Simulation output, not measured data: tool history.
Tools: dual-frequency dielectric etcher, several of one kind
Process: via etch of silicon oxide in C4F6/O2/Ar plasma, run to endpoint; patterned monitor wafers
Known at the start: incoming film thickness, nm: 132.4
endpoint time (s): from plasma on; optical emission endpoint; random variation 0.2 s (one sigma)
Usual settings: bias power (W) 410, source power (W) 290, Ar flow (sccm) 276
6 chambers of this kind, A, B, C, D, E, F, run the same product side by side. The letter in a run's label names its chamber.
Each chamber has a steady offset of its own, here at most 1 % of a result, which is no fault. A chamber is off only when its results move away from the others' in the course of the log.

run	hour	bias power (W)	source power (W)	Ar flow (sccm)	hours since the last wet clean	hours since the last bias power generator calibration	hours since the last source power generator calibration	hours since the last Ar flow controller change	endpoint time (s)
1A	7.3	410	290	276	633.7	1632.2	73.6	1129.3	34.622
# hour 17.0: chamber F: wet clean of the chamber
2C	21.2	410	290	276	497.0	2187.3	1921.1	194.1	34.531
# hour 22.0: chamber C: wet clean of the chamber
3F	34.5	410	290	276	17.5	1257.9	981.7	5355.9	34.943
4E	46.1	410	290	276	87.1	4519.0	2114.2	2159.6	34.876
5D	53.3	410	290	276	367.7	2106.3	312.8	443.0	35.083
6B	67.1	410	290	276	137.6	3322.3	1395.0	587.4	34.807
7E	75.9	410	290	276	116.9	4548.8	2144.0	2189.4	35.027
# hour 83.2: chamber A: wet clean of the chamber
8C	88.4	410	290	276	66.5	2254.5	1988.3	261.3	34.949
# hour 88.5: chamber E: source power generator calibrated
# hour 97.8: chamber D: wet clean of the chamber
9D	100.6	410	290	276	2.8	2153.6	360.1	490.3	34.811
10A	108.7	410	290	276	25.5	1733.6	175.0	1230.7	34.456
11F	119.6	410	290	276	102.6	1343.0	1066.8	5441.0	35.246
12B	127.3	410	290	276	197.8	3382.5	1455.2	647.6	34.925
13E	135.3	410	290	276	176.3	4608.2	46.9	2248.8	35.506
14B	142.7	410	290	276	213.2	3397.9	1470.6	663.0	34.827
# hour 143.2: chamber E: bias power generator calibrated
15D	155.3	410	250	276	57.5	2208.3	414.8	545.0	36.694
16A	165.0	410	250	276	81.8	1789.9	231.3	1287.0	36.622
17C	177.0	410	250	276	155.1	2343.1	2076.9	349.9	37.067
# hour 181.9: chamber B: bias power generator calibrated
18F	183.4	410	250	276	166.4	1406.8	1130.6	5504.8	36.805
# hour 188.1: chamber D: bias power generator calibrated
19F	191.1	410	250	276	174.1	1414.5	1138.3	5512.5	36.801
20E	203.8	410	250	276	244.8	60.6	115.4	2317.3	37.405
21B	218.0	410	290	276	288.5	36.2	1545.9	738.3	35.071
22A	226.9	410	290	276	143.7	1851.8	293.2	1348.9	34.598
23D	239.4	322	290	276	141.6	51.3	498.9	629.1	38.240
24C	250.6	322	290	276	228.7	2416.7	2150.5	423.5	38.165
25A	259.8	322	290	276	176.6	1884.7	326.1	1381.8	37.674
26B	269.4	322	290	276	339.9	87.6	1597.3	789.7	38.160
27D	279.8	322	290	276	182.0	91.7	539.3	669.5	38.392
28C	289.5	322	290	276	267.6	2455.6	2189.4	462.4	37.820
29E	302.0	497	230	276	343.0	158.8	213.6	2415.5	35.553
# hour 302.2: chamber E: wet clean of the chamber
30F	315.1	497	230	276	298.1	1538.5	1262.3	5636.5	35.374
31E	328.6	497	230	276	26.4	185.4	240.2	2442.1	35.697
32C	336.1	497	230	276	314.2	2502.2	2236.0	509.0	35.167
33B	343.5	497	230	276	414.0	161.7	1671.4	863.8	35.402
34F	355.3	497	230	276	338.3	1578.7	1302.5	5676.7	35.465
35D	367.7	410	330	334	269.9	179.6	627.2	757.4	34.365
36A	377.5	410	330	334	294.3	2002.4	443.8	1499.5	34.047
37F	387.7	410	330	334	370.7	1611.1	1334.9	5709.1	34.207
38A	397.4	410	330	334	314.2	2022.3	463.7	1519.4	34.011
39D	410.9	410	330	334	313.1	222.8	670.4	800.6	34.097
40C	420.7	410	330	334	398.8	2586.8	2320.6	593.6	33.605
41B	427.6	410	290	276	498.1	245.8	1755.5	947.9	34.909
42E	435.8	410	290	276	133.6	292.6	347.4	2549.3	35.347

Next, every chamber runs the same settings. What will each give?
43A	446.2	410	290	300					?
43B	446.2	410	290	300					?
43C	446.2	410	290	300					?
43D	446.2	410	290	300					?
43E	446.2	410	290	300					?
43F	446.2	410	290	300					?

run	endpoint time (s)
43A	35.091
43B	35.456
43C	35.130
43D	34.952
43E	35.719
43F	35.237
